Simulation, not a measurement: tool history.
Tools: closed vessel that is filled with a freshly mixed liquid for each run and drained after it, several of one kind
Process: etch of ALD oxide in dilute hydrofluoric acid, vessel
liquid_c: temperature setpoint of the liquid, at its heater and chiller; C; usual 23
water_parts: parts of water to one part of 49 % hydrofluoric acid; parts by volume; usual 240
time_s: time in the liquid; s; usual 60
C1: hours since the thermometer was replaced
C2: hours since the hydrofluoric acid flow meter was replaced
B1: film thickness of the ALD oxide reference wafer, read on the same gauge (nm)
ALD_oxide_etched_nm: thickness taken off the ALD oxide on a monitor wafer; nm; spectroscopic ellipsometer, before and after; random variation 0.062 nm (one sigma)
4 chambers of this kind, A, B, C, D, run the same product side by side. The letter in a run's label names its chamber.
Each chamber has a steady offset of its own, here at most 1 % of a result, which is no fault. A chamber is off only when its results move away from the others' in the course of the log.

{"run": "1A", "day": 0.346, "liquid_c": 23, "water_parts": 240, "time_s": 60, "C1": 847.4, "C2": 202.0, "B1": 99.974, "ALD_oxide_etched_nm": 6.6678}
{"run": "2B", "day": 0.725, "liquid_c": 23, "water_parts": 240, "time_s": 60, "C1": 1614.2, "C2": 217.9, "B1": 100.01, "ALD_oxide_etched_nm": 6.7858}
{"run": "3C", "day": 0.921, "liquid_c": 23, "water_parts": 240, "time_s": 60, "C1": 352.9, "C2": 234.8, "B1": 100.0, "ALD_oxide_etched_nm": 6.6811}
{"run": "4D", "day": 1.121, "liquid_c": 23, "water_parts": 240, "time_s": 60, "C1": 47.8, "C2": 1044.3, "B1": 100.01, "ALD_oxide_etched_nm": 6.7637}
{"run": "5D", "day": 1.354, "liquid_c": 23, "water_parts": 240, "time_s": 85, "C1": 53.4, "C2": 1049.9, "B1": 99.999, "ALD_oxide_etched_nm": 9.3889}
{"run": "6B", "day": 1.583, "liquid_c": 23, "water_parts": 240, "time_s": 85, "C1": 1634.8, "C2": 238.5, "B1": 100.01, "ALD_oxide_etched_nm": 9.5508}
{"run": "7A", "day": 1.967, "liquid_c": 23, "water_parts": 240, "time_s": 85, "C1": 886.3, "C2": 240.9, "B1": 100.01, "ALD_oxide_etched_nm": 9.469}
{"run": "8C", "day": 2.371, "liquid_c": 23, "water_parts": 240, "time_s": 85, "C1": 387.7, "C2": 269.6, "B1": 100.01, "ALD_oxide_etched_nm": 9.5242}
{"run": "9A", "day": 2.783, "liquid_c": 27, "water_parts": 325, "time_s": 60, "C1": 905.9, "C2": 260.5, "B1": 99.973, "ALD_oxide_etched_nm": 5.1649}
{"run": "10B", "day": 3.179, "liquid_c": 27, "water_parts": 325, "time_s": 60, "C1": 1673.1, "C2": 276.8, "B1": 99.998, "ALD_oxide_etched_nm": 5.2575}
{"run": "11D", "day": 3.462, "liquid_c": 27, "water_parts": 325, "time_s": 60, "C1": 104.0, "C2": 1100.5, "B1": 100.0, "ALD_oxide_etched_nm": 5.1971}
{"run": "12C", "day": 3.817, "liquid_c": 27, "water_parts": 325, "time_s": 60, "C1": 422.4, "C2": 304.3, "B1": 99.992, "ALD_oxide_etched_nm": 5.2504}
{"run": "13D", "day": 4.017, "liquid_c": 26, "water_parts": 185, "time_s": 60, "C1": 117.3, "C2": 1113.8, "B1": 100.0, "ALD_oxide_etched_nm": 10.324}
{"run": "14B", "day": 4.321, "liquid_c": 26, "water_parts": 185, "time_s": 60, "C1": 1700.5, "C2": 304.2, "B1": 100.0, "ALD_oxide_etched_nm": 10.451}
{"run": "15A", "day": 4.558, "liquid_c": 26, "water_parts": 185, "time_s": 60, "C1": 948.5, "C2": 303.1, "B1": 99.976, "ALD_oxide_etched_nm": 9.944}
{"run": "16C", "day": 4.946, "liquid_c": 26, "water_parts": 185, "time_s": 60, "C1": 449.5, "C2": 331.4, "B1": 99.993, "ALD_oxide_etched_nm": 10.398}
{"run": "17D", "day": 5.362, "liquid_c": 23, "water_parts": 240, "time_s": 60, "C1": 149.6, "C2": 1146.1, "B1": 99.99, "ALD_oxide_etched_nm": 6.8217}
{"run": "18C", "day": 5.6, "liquid_c": 23, "water_parts": 240, "time_s": 60, "C1": 465.2, "C2": 347.1, "B1": 99.997, "ALD_oxide_etched_nm": 6.7608}
{"run": "19B", "day": 5.962, "liquid_c": 23, "water_parts": 240, "time_s": 60, "C1": 1739.9, "C2": 343.6, "B1": 100.0, "ALD_oxide_etched_nm": 6.7917}
{"run": "20A", "day": 6.217, "liquid_c": 23, "water_parts": 240, "time_s": 60, "C1": 988.3, "C2": 342.9, "B1": 99.99, "ALD_oxide_etched_nm": 6.2747}
{"run": "21A", "day": 6.558, "liquid_c": 23, "water_parts": 240, "time_s": 60, "C1": 996.5, "C2": 351.1, "B1": 100.01, "ALD_oxide_etched_nm": 6.3857}
{"run": "22B", "day": 6.833, "liquid_c": 23, "water_parts": 240, "time_s": 60, "C1": 1760.8, "C2": 364.5, "B1": 100.02, "ALD_oxide_etched_nm": 6.6373}
{"run": "23C", "day": 7.058, "liquid_c": 23, "water_parts": 240, "time_s": 60, "C1": 500.2, "C2": 382.1, "B1": 99.99, "ALD_oxide_etched_nm": 6.7619}
{"run": "24D", "day": 7.467, "liquid_c": 25, "water_parts": 240, "time_s": 85, "C1": 200.1, "C2": 1196.6, "B1": 99.975, "ALD_oxide_etched_nm": 10.226}
{"run": "25D", "day": 7.692, "liquid_c": 25, "water_parts": 240, "time_s": 85, "C1": 205.5, "C2": 1202.0, "B1": 100.02, "ALD_oxide_etched_nm": 10.206}
{"day": 7.788, "done": "chamber A: thermometer replaced"}
{"run": "26A", "day": 8.108, "liquid_c": 25, "water_parts": 240, "time_s": 85, "C1": 7.7, "C2": 388.3, "B1": 99.983, "ALD_oxide_etched_nm": 9.5568}
{"run": "27B", "day": 8.467, "liquid_c": 25, "water_parts": 240, "time_s": 85, "C1": 1800.0, "C2": 403.7, "B1": 99.992, "ALD_oxide_etched_nm": 10.338}
{"run": "28C", "day": 8.75, "liquid_c": 23, "water_parts": 240, "time_s": 60, "C1": 540.8, "C2": 422.7, "B1": 100.0, "ALD_oxide_etched_nm": 6.7806}
{"run": "29C", "day": 9.088, "liquid_c": 23, "water_parts": 240, "time_s": 60, "C1": 548.9, "C2": 430.8, "B1": 100.02, "ALD_oxide_etched_nm": 6.7388}
{"run": "30B", "day": 9.371, "liquid_c": 23, "water_parts": 240, "time_s": 60, "C1": 1821.7, "C2": 425.4, "B1": 100.01, "ALD_oxide_etched_nm": 6.6956}
{"run": "31A", "day": 9.667, "liquid_c": 23, "water_parts": 290, "time_s": 60, "C1": 45.1, "C2": 425.7, "B1": 99.974, "ALD_oxide_etched_nm": 4.7652}
{"run": "32D", "day": 10.05, "liquid_c": 23, "water_parts": 290, "time_s": 60, "C1": 262.1, "C2": 1258.6, "B1": 99.981, "ALD_oxide_etched_nm": 5.3024}
{"run": "33A", "day": 10.388, "liquid_c": 23, "water_parts": 290, "time_s": 60, "C1": 62.4, "C2": 443.0, "B1": 99.984, "ALD_oxide_etched_nm": 4.7733}
{"run": "34B", "day": 10.638, "liquid_c": 23, "water_parts": 290, "time_s": 60, "C1": 1852.1, "C2": 455.8, "B1": 100.01, "ALD_oxide_etched_nm": 5.2707}

Is one chamber off against the others, does the gauge drift, or is nothing wrong? If a chamber is off, say which, and what the likeliest cause is.

Chamber A drifts away from the others.
Cause: hydrofluoric acid flow below the setpoint (%) = 6.81.

Here are 4 candidates for chamber A's next run, each the usual settings with a change, their results left as question marks. Which one brings its results back in line with what the others give on the usual settings?
In line means no further than this from the other chambers' mean on the usual settings: ALD_oxide_etched_nm 0.2200 nm
{"run": "35A-1", "day": 10.942, "liquid_c": 23.0, "water_parts": 240, "time_s": 55, "ALD_oxide_etched_nm": "?"}
{"run": "35A-2", "day": 10.942, "liquid_c": 23.0, "water_parts": 245, "time_s": 60, "ALD_oxide_etched_nm": "?"}
{"run": "35A-3", "day": 10.942, "liquid_c": 23.5, "water_parts": 240, "time_s": 65, "ALD_oxide_etched_nm": "?"}
{"run": "35A-4", "day": 10.942, "liquid_c": 23.0, "water_parts": 235, "time_s": 60, "ALD_oxide_etched_nm": "?"}

The other chambers' mean on the usual settings: ALD_oxide_etched_nm 6.7185 nm
run=35A-1 ALD_oxide_etched_nm=5.5803
run=35A-2 ALD_oxide_etched_nm=5.9309
run=35A-3 ALD_oxide_etched_nm=6.7146
run=35A-4 ALD_oxide_etched_nm=6.2517
35A-3 brings the chamber back in line.
